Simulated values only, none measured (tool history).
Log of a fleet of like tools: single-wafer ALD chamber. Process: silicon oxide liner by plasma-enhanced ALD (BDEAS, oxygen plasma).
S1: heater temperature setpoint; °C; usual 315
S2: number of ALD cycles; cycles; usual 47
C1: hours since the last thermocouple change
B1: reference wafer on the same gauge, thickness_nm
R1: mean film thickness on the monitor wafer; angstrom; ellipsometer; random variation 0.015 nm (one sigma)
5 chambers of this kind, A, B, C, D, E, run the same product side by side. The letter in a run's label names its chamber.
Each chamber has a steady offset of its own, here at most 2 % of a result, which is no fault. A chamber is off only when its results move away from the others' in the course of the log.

{"run": "1B", "hour": 6.3, "S1": 315, "S2": 47, "C1": 776.4, "B1": 4.0382, "R1": 42.924}
{"run": "2C", "hour": 18.7, "S1": 315, "S2": 47, "C1": 2043.7, "B1": 4.039, "R1": 42.559}
{"hour": 25.6, "done": "chamber D: thermocouple changed; heater temperature recalibrated"}
{"run": "3A", "hour": 29.5, "S1": 315, "S2": 47, "C1": 652.0, "B1": 4.0429, "R1": 42.737}
{"run": "4E", "hour": 39.4, "S1": 315, "S2": 47, "C1": 730.1, "B1": 4.036, "R1": 43.302}
{"run": "5D", "hour": 45.7, "S1": 315, "S2": 47, "C1": 20.2, "B1": 4.0414, "R1": 43.217}
{"run": "6C", "hour": 52.7, "S1": 315, "S2": 47, "C1": 2077.7, "B1": 4.0415, "R1": 42.778}
{"run": "7A", "hour": 59.5, "S1": 315, "S2": 47, "C1": 682.0, "B1": 4.0399, "R1": 42.758}
{"run": "8E", "hour": 68.0, "S1": 315, "S2": 56, "C1": 758.7, "B1": 4.0424, "R1": 52.401}
{"run": "9B", "hour": 77.4, "S1": 315, "S2": 56, "C1": 847.5, "B1": 4.0373, "R1": 50.965}
{"run": "10D", "hour": 86.1, "S1": 315, "S2": 56, "C1": 60.6, "B1": 4.0377, "R1": 51.046}
{"run": "11C", "hour": 98.5, "S1": 315, "S2": 56, "C1": 2123.5, "B1": 4.0422, "R1": 50.803}
{"run": "12E", "hour": 110.2, "S1": 315, "S2": 56, "C1": 800.9, "B1": 4.0365, "R1": 52.213}
{"run": "13D", "hour": 116.5, "S1": 315, "S2": 47, "C1": 91.0, "B1": 4.0388, "R1": 43.001}
{"run": "14B", "hour": 126.6, "S1": 315, "S2": 47, "C1": 896.7, "B1": 4.0422, "R1": 43.011}
{"run": "15A", "hour": 136.3, "S1": 315, "S2": 47, "C1": 758.8, "B1": 4.0413, "R1": 42.492}
{"run": "16C", "hour": 145.2, "S1": 315, "S2": 47, "C1": 2170.2, "B1": 4.0409, "R1": 42.602}
{"run": "17B", "hour": 154.4, "S1": 315, "S2": 47, "C1": 924.5, "B1": 4.0412, "R1": 42.968}
{"run": "18A", "hour": 163.2, "S1": 315, "S2": 47, "C1": 785.7, "B1": 4.0385, "R1": 42.706}
{"run": "19D", "hour": 172.5, "S1": 315, "S2": 47, "C1": 147.0, "B1": 4.0412, "R1": 42.933}
{"run": "20E", "hour": 181.7, "S1": 315, "S2": 47, "C1": 872.4, "B1": 4.0426, "R1": 43.476}
{"run": "21E", "hour": 191.1, "S1": 315, "S2": 47, "C1": 881.8, "B1": 4.0388, "R1": 43.421}
{"run": "22A", "hour": 202.4, "S1": 315, "S2": 47, "C1": 824.9, "B1": 4.04, "R1": 42.506}
{"run": "23C", "hour": 214.8, "S1": 320, "S2": 47, "C1": 2239.8, "B1": 4.0376, "R1": 42.55}
{"run": "24D", "hour": 220.6, "S1": 320, "S2": 47, "C1": 195.1, "B1": 4.0376, "R1": 42.601}
{"run": "25B", "hour": 232.1, "S1": 320, "S2": 47, "C1": 1002.2, "B1": 4.0404, "R1": 42.551}
{"run": "26E", "hour": 243.5, "S1": 320, "S2": 47, "C1": 934.2, "B1": 4.0392, "R1": 43.339}
{"run": "27D", "hour": 255.1, "S1": 320, "S2": 47, "C1": 229.6, "B1": 4.0408, "R1": 42.836}
{"run": "28A", "hour": 266.0, "S1": 315, "S2": 47, "C1": 888.5, "B1": 4.0376, "R1": 42.503}
{"run": "29B", "hour": 276.8, "S1": 315, "S2": 47, "C1": 1046.9, "B1": 4.0399, "R1": 42.845}
{"run": "30C", "hour": 283.1, "S1": 315, "S2": 47, "C1": 2308.1, "B1": 4.0436, "R1": 42.68}
{"run": "31B", "hour": 291.9, "S1": 315, "S2": 47, "C1": 1062.0, "B1": 4.0416, "R1": 43.012}
{"run": "32E", "hour": 299.6, "S1": 315, "S2": 47, "C1": 990.3, "B1": 4.0418, "R1": 43.43}
{"run": "33D", "hour": 311.7, "S1": 315, "S2": 47, "C1": 286.2, "B1": 4.0384, "R1": 42.751}
{"run": "34A", "hour": 323.1, "S1": 315, "S2": 47, "C1": 945.6, "B1": 4.0372, "R1": 42.407}
{"run": "35C", "hour": 332.7, "S1": 315, "S2": 47, "C1": 2357.7, "B1": 4.0404, "R1": 42.637}
{"run": "36E", "hour": 343.0, "S1": 315, "S2": 47, "C1": 1033.7, "B1": 4.0399, "R1": 43.637}
{"run": "37A", "hour": 352.3, "S1": 315, "S2": 47, "C1": 974.8, "B1": 4.0427, "R1": 42.583}
{"run": "38D", "hour": 362.7, "S1": 321, "S2": 56, "C1": 337.2, "B1": 4.0355, "R1": 50.751}

Is one chamber off against the others, does the gauge drift, or is nothing wrong? If a chamber is off, say which, and what the likeliest cause is.

No chamber stands off beyond its own small offset, and the gauge holds steady.
